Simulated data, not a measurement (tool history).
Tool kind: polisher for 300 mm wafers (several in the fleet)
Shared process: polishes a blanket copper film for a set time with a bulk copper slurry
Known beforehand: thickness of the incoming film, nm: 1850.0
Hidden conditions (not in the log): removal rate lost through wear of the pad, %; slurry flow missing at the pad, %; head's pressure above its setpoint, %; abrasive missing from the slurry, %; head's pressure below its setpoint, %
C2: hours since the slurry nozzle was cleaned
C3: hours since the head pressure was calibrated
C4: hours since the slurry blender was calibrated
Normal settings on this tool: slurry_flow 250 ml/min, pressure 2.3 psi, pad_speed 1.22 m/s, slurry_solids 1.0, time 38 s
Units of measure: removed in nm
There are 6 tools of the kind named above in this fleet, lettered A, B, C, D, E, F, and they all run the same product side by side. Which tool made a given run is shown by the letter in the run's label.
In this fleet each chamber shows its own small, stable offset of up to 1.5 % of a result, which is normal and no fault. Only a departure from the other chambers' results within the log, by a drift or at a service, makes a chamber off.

{"run": "1B", "day": 0.196, "slurry_flow": 250, "pressure": 2.3, "pad_speed": 1.22, "slurry_solids": 1.0, "time": 38, "wafers polished on this pad": 310, "C2": 575.0, "C3": 133.5, "C4": 262.8, "removed": 392.33}
{"run": "2D", "day": 0.596, "slurry_flow": 250, "pressure": 2.3, "pad_speed": 1.22, "slurry_solids": 1.0, "time": 38, "wafers polished on this pad": 263, "C2": 321.9, "C3": 123.2, "C4": 106.5, "removed": 384.86}
{"day": 0.625, "done": "chamber E: slurry blender recalibrated"}
{"run": "3E", "day": 0.962, "slurry_flow": 250, "pressure": 2.3, "pad_speed": 1.22, "slurry_solids": 1.0, "time": 38, "wafers polished on this pad": 370, "C2": 110.9, "C3": 725.3, "C4": 8.1, "removed": 386.43}
{"day": 1.196, "done": "chamber C: slurry blender recalibrated"}
{"run": "4C", "day": 1.379, "slurry_flow": 250, "pressure": 2.3, "pad_speed": 1.22, "slurry_solids": 1.0, "time": 38, "wafers polished on this pad": 563, "C2": 195.4, "C3": 530.3, "C4": 4.4, "removed": 389.46}
{"day": 1.458, "done": "chamber C: worn pad replaced by a new one"}
{"run": "5A", "day": 1.738, "slurry_flow": 250, "pressure": 2.3, "pad_speed": 1.22, "slurry_solids": 1.0, "time": 38, "wafers polished on this pad": 1426, "C2": 122.4, "C3": 641.8, "C4": 58.3, "removed": 394.55}
{"day": 1.958, "done": "chamber F: worn pad replaced by a new one"}
{"run": "6F", "day": 1.996, "slurry_flow": 250, "pressure": 2.3, "pad_speed": 1.22, "slurry_solids": 1.0, "time": 38, "wafers polished on this pad": 6, "C2": 433.8, "C3": 95.3, "C4": 322.3, "removed": 391.05}
{"run": "7B", "day": 2.317, "slurry_flow": 250, "pressure": 2.3, "pad_speed": 1.22, "slurry_solids": 1.0, "time": 38, "wafers polished on this pad": 689, "C2": 625.9, "C3": 184.4, "C4": 313.7, "removed": 392.08}
{"day": 2.671, "done": "chamber A: worn pad replaced by a new one"}
{"run": "8F", "day": 2.729, "slurry_flow": 250, "pressure": 1.6, "pad_speed": 1.22, "slurry_solids": 1.0, "time": 43, "wafers polished on this pad": 137, "C2": 451.4, "C3": 112.9, "C4": 339.9, "removed": 311.44}
{"run": "9C", "day": 2.938, "slurry_flow": 250, "pressure": 1.6, "pad_speed": 1.22, "slurry_solids": 1.0, "time": 43, "wafers polished on this pad": 264, "C2": 232.8, "C3": 567.7, "C4": 41.8, "removed": 306.88}
{"run": "10D", "day": 3.15, "slurry_flow": 250, "pressure": 1.6, "pad_speed": 1.22, "slurry_solids": 1.0, "time": 43, "wafers polished on this pad": 719, "C2": 383.2, "C3": 184.5, "C4": 167.8, "removed": 311.56}
{"run": "11A", "day": 3.438, "slurry_flow": 250, "pressure": 1.6, "pad_speed": 1.22, "slurry_solids": 1.0, "time": 43, "wafers polished on this pad": 136, "C2": 163.2, "C3": 682.6, "C4": 99.1, "removed": 306.6}
{"day": 3.558, "done": "chamber B: worn pad replaced by a new one"}
{"day": 3.7, "done": "chamber B: slurry blender recalibrated"}
{"run": "12E", "day": 3.762, "slurry_flow": 250, "pressure": 1.6, "pad_speed": 1.22, "slurry_solids": 1.0, "time": 43, "wafers polished on this pad": 870, "C2": 178.1, "C3": 792.5, "C4": 75.3, "removed": 305.76}
{"run": "13E", "day": 4.121, "slurry_flow": 250, "pressure": 1.6, "pad_speed": 1.22, "slurry_solids": 1.0, "time": 43, "wafers polished on this pad": 934, "C2": 186.7, "C3": 801.1, "C4": 83.9, "removed": 309.63}
{"run": "14D", "day": 4.396, "slurry_flow": 250, "pressure": 2.3, "pad_speed": 1.22, "slurry_solids": 1.0, "time": 38, "wafers polished on this pad": 942, "C2": 413.1, "C3": 214.4, "C4": 197.7, "removed": 389.6}
{"day": 4.404, "done": "chamber C: worn pad replaced by a new one"}
{"run": "15B", "day": 4.588, "slurry_flow": 250, "pressure": 2.3, "pad_speed": 1.42, "slurry_solids": 1.0, "time": 34, "wafers polished on this pad": 183, "C2": 680.4, "C3": 238.9, "C4": 21.4, "removed": 405.24}
{"run": "16C", "day": 4.929, "slurry_flow": 250, "pressure": 2.3, "pad_speed": 1.42, "slurry_solids": 1.0, "time": 34, "wafers polished on this pad": 93, "C2": 280.6, "C3": 615.5, "C4": 89.6, "removed": 404.45}
{"day": 5.062, "done": "chamber A: slurry blender recalibrated"}
{"run": "17A", "day": 5.2, "slurry_flow": 250, "pressure": 2.3, "pad_speed": 1.42, "slurry_solids": 1.0, "time": 34, "wafers polished on this pad": 451, "C2": 205.5, "C3": 724.9, "C4": 3.3, "removed": 414.18}
{"run": "18F", "day": 5.454, "slurry_flow": 250, "pressure": 2.3, "pad_speed": 1.42, "slurry_solids": 1.0, "time": 34, "wafers polished on this pad": 624, "C2": 516.8, "C3": 178.3, "C4": 405.3, "removed": 410.31}
{"day": 5.479, "done": "chamber F: slurry blender recalibrated"}
{"run": "19A", "day": 5.708, "slurry_flow": 250, "pressure": 2.3, "pad_speed": 1.42, "slurry_solids": 1.0, "time": 34, "wafers polished on this pad": 542, "C2": 217.7, "C3": 737.1, "C4": 15.5, "removed": 410.06}
{"run": "20B", "day": 5.933, "slurry_flow": 250, "pressure": 2.3, "pad_speed": 1.42, "slurry_solids": 1.0, "time": 34, "wafers polished on this pad": 424, "C2": 712.7, "C3": 271.2, "C4": 53.7, "removed": 406.16}
{"run": "21E", "day": 6.129, "slurry_flow": 250, "pressure": 2.3, "pad_speed": 1.22, "slurry_solids": 1.0, "time": 38, "wafers polished on this pad": 1293, "C2": 234.9, "C3": 849.3, "C4": 132.1, "removed": 384.38}
{"run": "22F", "day": 6.488, "slurry_flow": 250, "pressure": 2.3, "pad_speed": 0.98, "slurry_solids": 1.1, "time": 38, "wafers polished on this pad": 808, "C2": 541.6, "C3": 203.1, "C4": 24.3, "removed": 325.82}
{"day": 6.508, "done": "chamber F: worn pad replaced by a new one"}
{"day": 6.538, "done": "chamber D: worn pad replaced by a new one"}
{"day": 6.583, "done": "chamber E: worn pad replaced by a new one"}
{"run": "23D", "day": 6.688, "slurry_flow": 250, "pressure": 2.3, "pad_speed": 0.98, "slurry_solids": 1.1, "time": 38, "wafers polished on this pad": 27, "C2": 468.1, "C3": 269.4, "C4": 252.7, "removed": 317.84}
{"run": "24C", "day": 6.883, "slurry_flow": 250, "pressure": 2.3, "pad_speed": 0.98, "slurry_solids": 1.1, "time": 38, "wafers polished on this pad": 442, "C2": 327.5, "C3": 662.4, "C4": 136.5, "removed": 316.01}
{"day": 7.083, "done": "chamber C: worn pad replaced by a new one"}
{"run": "25D", "day": 7.192, "slurry_flow": 250, "pressure": 2.3, "pad_speed": 0.98, "slurry_solids": 1.1, "time": 38, "wafers polished on this pad": 117, "C2": 480.2, "C3": 281.5, "C4": 264.8, "removed": 320.02}
{"day": 7.4, "done": "chamber B: worn pad replaced by a new one"}
{"run": "26F", "day": 7.408, "slurry_flow": 250, "pressure": 2.3, "pad_speed": 0.98, "slurry_solids": 1.1, "time": 38, "wafers polished on this pad": 160, "C2": 563.7, "C3": 225.2, "C4": 46.4, "removed": 324.85}
{"run": "27B", "day": 7.738, "slurry_flow": 250, "pressure": 2.3, "pad_speed": 0.98, "slurry_solids": 1.1, "time": 38, "wafers polished on this pad": 60, "C2": 756.0, "C3": 314.5, "C4": 97.0, "removed": 319.21}
{"run": "28E", "day": 7.929, "slurry_flow": 250, "pressure": 2.3, "pad_speed": 1.38, "slurry_solids": 1.0, "time": 50, "wafers polished on this pad": 240, "C2": 278.1, "C3": 892.5, "C4": 175.3, "removed": 576.54}
{"day": 8.0, "done": "chamber D: slurry blender recalibrated"}
{"run": "29C", "day": 8.279, "slurry_flow": 250, "pressure": 2.3, "pad_speed": 1.38, "slurry_solids": 1.0, "time": 50, "wafers polished on this pad": 213, "C2": 361.0, "C3": 695.9, "C4": 170.0, "removed": 554.7}
{"run": "30A", "day": 8.571, "slurry_flow": 250, "pressure": 2.3, "pad_speed": 1.38, "slurry_solids": 1.0, "time": 50, "wafers polished on this pad": 1053, "C2": 286.4, "C3": 805.8, "C4": 84.2, "removed": 583.97}
{"run": "31F", "day": 8.983, "slurry_flow": 250, "pressure": 2.3, "pad_speed": 1.38, "slurry_solids": 1.0, "time": 50, "wafers polished on this pad": 442, "C2": 601.5, "C3": 263.0, "C4": 84.2, "removed": 593.02}
{"run": "32D", "day": 9.183, "slurry_flow": 250, "pressure": 2.3, "pad_speed": 1.38, "slurry_solids": 1.0, "time": 50, "wafers polished on this pad": 472, "C2": 528.0, "C3": 329.3, "C4": 28.5, "removed": 574.03}
{"run": "33E", "day": 9.5, "slurry_flow": 250, "pressure": 2.3, "pad_speed": 1.38, "slurry_solids": 1.0, "time": 50, "wafers polished on this pad": 520, "C2": 315.8, "C3": 930.2, "C4": 213.0, "removed": 584.73}
{"day": 9.783, "done": "chamber C: worn pad replaced by a new one"}
{"run": "34B", "day": 9.788, "slurry_flow": 250, "pressure": 2.3, "pad_speed": 1.22, "slurry_solids": 1.0, "time": 38, "wafers polished on this pad": 426, "C2": 805.2, "C3": 363.7, "C4": 146.2, "removed": 386.33}
{"day": 9.892, "done": "chamber A: head pressure recalibrated"}
{"day": 9.983, "done": "chamber D: slurry nozzle cleaned"}
{"run": "35A", "day": 10.021, "slurry_flow": 250, "pressure": 2.3, "pad_speed": 1.22, "slurry_solids": 1.0, "time": 38, "wafers polished on this pad": 1312, "C2": 321.2, "C3": 3.2, "C4": 119.0, "removed": 392.0}
{"day": 10.154, "done": "chamber E: slurry nozzle cleaned"}
{"run": "36C", "day": 10.275, "slurry_flow": 250, "pressure": 2.3, "pad_speed": 1.22, "slurry_solids": 1.0, "time": 38, "wafers polished on this pad": 87, "C2": 408.9, "C3": 743.8, "C4": 217.9, "removed": 371.12}
{"day": 10.408, "done": "chamber A: worn pad replaced by a new one"}
{"run": "37D", "day": 10.458, "slurry_flow": 250, "pressure": 2.3, "pad_speed": 1.22, "slurry_solids": 1.0, "time": 38, "wafers polished on this pad": 700, "C2": 11.4, "C3": 359.9, "C4": 59.1, "removed": 391.04}
{"run": "38E", "day": 10.75, "slurry_flow": 250, "pressure": 2.3, "pad_speed": 1.22, "slurry_solids": 1.0, "time": 38, "wafers polished on this pad": 744, "C2": 14.3, "C3": 960.2, "C4": 243.0, "removed": 386.24}
{"day": 10.862, "done": "chamber A: slurry blender recalibrated"}
{"run": "39B", "day": 10.95, "slurry_flow": 250, "pressure": 2.3, "pad_speed": 1.22, "slurry_solids": 1.0, "time": 38, "wafers polished on this pad": 634, "C2": 833.1, "C3": 391.6, "C4": 174.1, "removed": 388.05}
{"day": 11.192, "done": "chamber F: worn pad replaced by a new one"}
{"run": "40A", "day": 11.362, "slurry_flow": 250, "pressure": 2.3, "pad_speed": 1.22, "slurry_solids": 1.0, "time": 38, "wafers polished on this pad": 171, "C2": 353.4, "C3": 35.4, "C4": 12.1, "removed": 390.39}
{"run": "41C", "day": 11.662, "slurry_flow": 250, "pressure": 2.3, "pad_speed": 1.22, "slurry_solids": 1.0, "time": 38, "wafers polished on this pad": 335, "C2": 442.2, "C3": 777.1, "C4": 251.2, "removed": 367.04}
{"run": "42F", "day": 11.896, "slurry_flow": 250, "pressure": 2.3, "pad_speed": 1.22, "slurry_solids": 1.0, "time": 38, "wafers polished on this pad": 125, "C2": 671.4, "C3": 332.9, "C4": 154.1, "removed": 394.38}
{"run": "43E", "day": 12.112, "slurry_flow": 250, "pressure": 2.3, "pad_speed": 1.22, "slurry_solids": 1.0, "time": 38, "wafers polished on this pad": 987, "C2": 47.0, "C3": 992.9, "C4": 275.7, "removed": 386.79}
{"day": 12.221, "done": "chamber B: worn pad replaced by a new one"}
{"run": "44B", "day": 12.521, "slurry_flow": 250, "pressure": 2.3, "pad_speed": 1.22, "slurry_solids": 1.0, "time": 38, "wafers polished on this pad": 53, "C2": 870.8, "C3": 429.3, "C4": 211.8, "removed": 396.24}

All 6 chambers run these settings next. Forecast each chamber's results:
{"run": "45A", "day": 12.821, "slurry_flow": 250, "pressure": 2.3, "pad_speed": 1.22, "slurry_solids": 1.0, "time": 38, "removed": "?"}
{"run": "45B", "day": 12.821, "slurry_flow": 250, "pressure": 2.3, "pad_speed": 1.22, "slurry_solids": 1.0, "time": 38, "removed": "?"}
{"run": "45C", "day": 12.821, "slurry_flow": 250, "pressure": 2.3, "pad_speed": 1.22, "slurry_solids": 1.0, "time": 38, "removed": "?"}
{"run": "45D", "day": 12.821, "slurry_flow": 250, "pressure": 2.3, "pad_speed": 1.22, "slurry_solids": 1.0, "time": 38, "removed": "?"}
{"run": "45E", "day": 12.821, "slurry_flow": 250, "pressure": 2.3, "pad_speed": 1.22, "slurry_solids": 1.0, "time": 38, "removed": "?"}
{"run": "45F", "day": 12.821, "slurry_flow": 250, "pressure": 2.3, "pad_speed": 1.22, "slurry_solids": 1.0, "time": 38, "removed": "?"}

run=45A removed=392.16
run=45B removed=391.17
run=45C removed=362.87
run=45D removed=393.81
run=45E removed=387.84
run=45F removed=397.37
